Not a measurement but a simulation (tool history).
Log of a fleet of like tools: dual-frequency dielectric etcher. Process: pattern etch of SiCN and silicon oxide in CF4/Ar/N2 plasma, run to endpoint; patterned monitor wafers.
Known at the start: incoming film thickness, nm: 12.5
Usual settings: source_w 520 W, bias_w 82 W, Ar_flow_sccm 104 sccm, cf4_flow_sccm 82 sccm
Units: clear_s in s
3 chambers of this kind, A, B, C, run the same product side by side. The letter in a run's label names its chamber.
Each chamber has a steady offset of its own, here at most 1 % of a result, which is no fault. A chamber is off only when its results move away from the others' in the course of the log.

| run | day | source_w | bias_w | Ar_flow_sccm | cf4_flow_sccm | hours since the last wet clean | hours since the last source power generator calibration | hours since the last bias power generator calibration | hours since the last Ar flow controller change | hours since the last CF4 flow controller change | clear_s |
|---|---|---|---|---|---|---|---|---|---|---|---|
| 1B | 0.292 | 520 | 82 | 104 | 82 | 167.1 | 1878.6 | 1444.9 | 30.6 | 1678.4 | 12.035 |
| 2A | 0.633 | 520 | 82 | 104 | 82 | 503.2 | 2133.9 | 1764.1 | 557.2 | 291.4 | 12.053 |
| 3C | 0.883 | 520 | 82 | 104 | 82 | 186.2 | 1512.9 | 1366 | 3772.5 | 3162.9 | 11.911 |
| 4A | 1.158 | 520 | 82 | 104 | 82 | 515.8 | 2146.5 | 1776.7 | 569.8 | 304 | 12.077 |
| 5C | 1.492 | 520 | 82 | 104 | 82 | 200.8 | 1527.5 | 1380.6 | 3787.1 | 3177.5 | 11.91 |
| 6B | 1.704 | 520 | 82 | 104 | 82 | 201 | 1912.5 | 1478.8 | 64.5 | 1712.3 | 12.031 |
| 7B | 1.954 | 520 | 82 | 104 | 82 | 207 | 1918.5 | 1484.8 | 70.5 | 1718.3 | 12.142 |
| 8A | 2.233 | 520 | 82 | 104 | 82 | 541.6 | 2172.3 | 1802.5 | 595.6 | 329.8 | 11.923 |
| 9C | 2.417 | 520 | 82 | 104 | 82 | 223 | 1549.7 | 1402.8 | 3809.3 | 3199.7 | 12.047 |
|  | 2.529 | chamber A: wet clean of the chamber |
| 10C | 2.692 | 520 | 82 | 104 | 82 | 229.6 | 1556.3 | 1409.4 | 3815.9 | 3206.3 | 12.087 |
| 11A | 3.038 | 520 | 82 | 104 | 82 | 12.2 | 2191.6 | 1821.8 | 614.9 | 349.1 | 12.146 |
|  | 3.279 | chamber C: source power generator calibrated |
| 12B | 3.429 | 520 | 82 | 104 | 82 | 242.4 | 1953.9 | 1520.2 | 105.9 | 1753.7 | 11.909 |
| 13A | 3.629 | 520 | 82 | 104 | 82 | 26.4 | 2205.8 | 1836 | 629.1 | 363.3 | 12.215 |
| 14B | 4 | 520 | 96 | 104 | 91 | 256.1 | 1967.6 | 1533.9 | 119.6 | 1767.4 | 11.188 |
| 15C | 4.396 | 520 | 96 | 104 | 91 | 270.5 | 26.9 | 1450.3 | 3856.8 | 3247.2 | 11.234 |
| 16C | 4.746 | 520 | 96 | 104 | 91 | 278.9 | 35.3 | 1458.7 | 3865.2 | 3255.6 | 11.159 |
| 17A | 5.054 | 520 | 82 | 104 | 82 | 60.6 | 2240 | 1870.2 | 663.3 | 397.5 | 12.056 |
| 18B | 5.317 | 520 | 82 | 104 | 82 | 287.7 | 1999.2 | 1565.5 | 151.2 | 1799 | 12.127 |
| 19B | 5.712 | 520 | 82 | 104 | 82 | 297.2 | 2008.7 | 1575 | 160.7 | 1808.5 | 11.96 |
| 20A | 5.888 | 520 | 82 | 104 | 82 | 80.6 | 2260 | 1890.2 | 683.3 | 417.5 | 12.239 |
| 21C | 6.183 | 520 | 82 | 104 | 82 | 313.4 | 69.8 | 1493.2 | 3899.7 | 3290.1 | 12.052 |
| 22A | 6.362 | 520 | 82 | 104 | 82 | 92 | 2271.4 | 1901.6 | 694.7 | 428.9 | 12.008 |
| 23C | 6.712 | 520 | 82 | 104 | 82 | 326.1 | 82.5 | 1505.9 | 3912.4 | 3302.8 | 12.091 |
| 24B | 6.921 | 520 | 82 | 104 | 82 | 326.2 | 2037.7 | 1604 | 189.7 | 1837.5 | 11.976 |
| 25B | 7.192 | 520 | 70 | 104 | 82 | 332.7 | 2044.2 | 1610.5 | 196.2 | 1844 | 12.454 |
| 26C | 7.421 | 520 | 70 | 104 | 82 | 343.1 | 99.5 | 1522.9 | 3929.4 | 3319.8 | 12.73 |
| 27A | 7.683 | 520 | 70 | 104 | 82 | 123.7 | 2303.1 | 1933.3 | 726.4 | 460.6 | 12.786 |
| 28C | 8.033 | 520 | 82 | 104 | 82 | 357.8 | 114.2 | 1537.6 | 3944.1 | 3334.5 | 11.893 |
| 29B | 8.242 | 520 | 82 | 104 | 82 | 357.9 | 2069.4 | 1635.7 | 221.4 | 1869.2 | 12.006 |

Is one chamber off against the others, does the gauge drift, or is nothing wrong? If a chamber is off, say which, and what the likeliest cause is.

No chamber stands off beyond its own small offset, and the gauge holds steady.
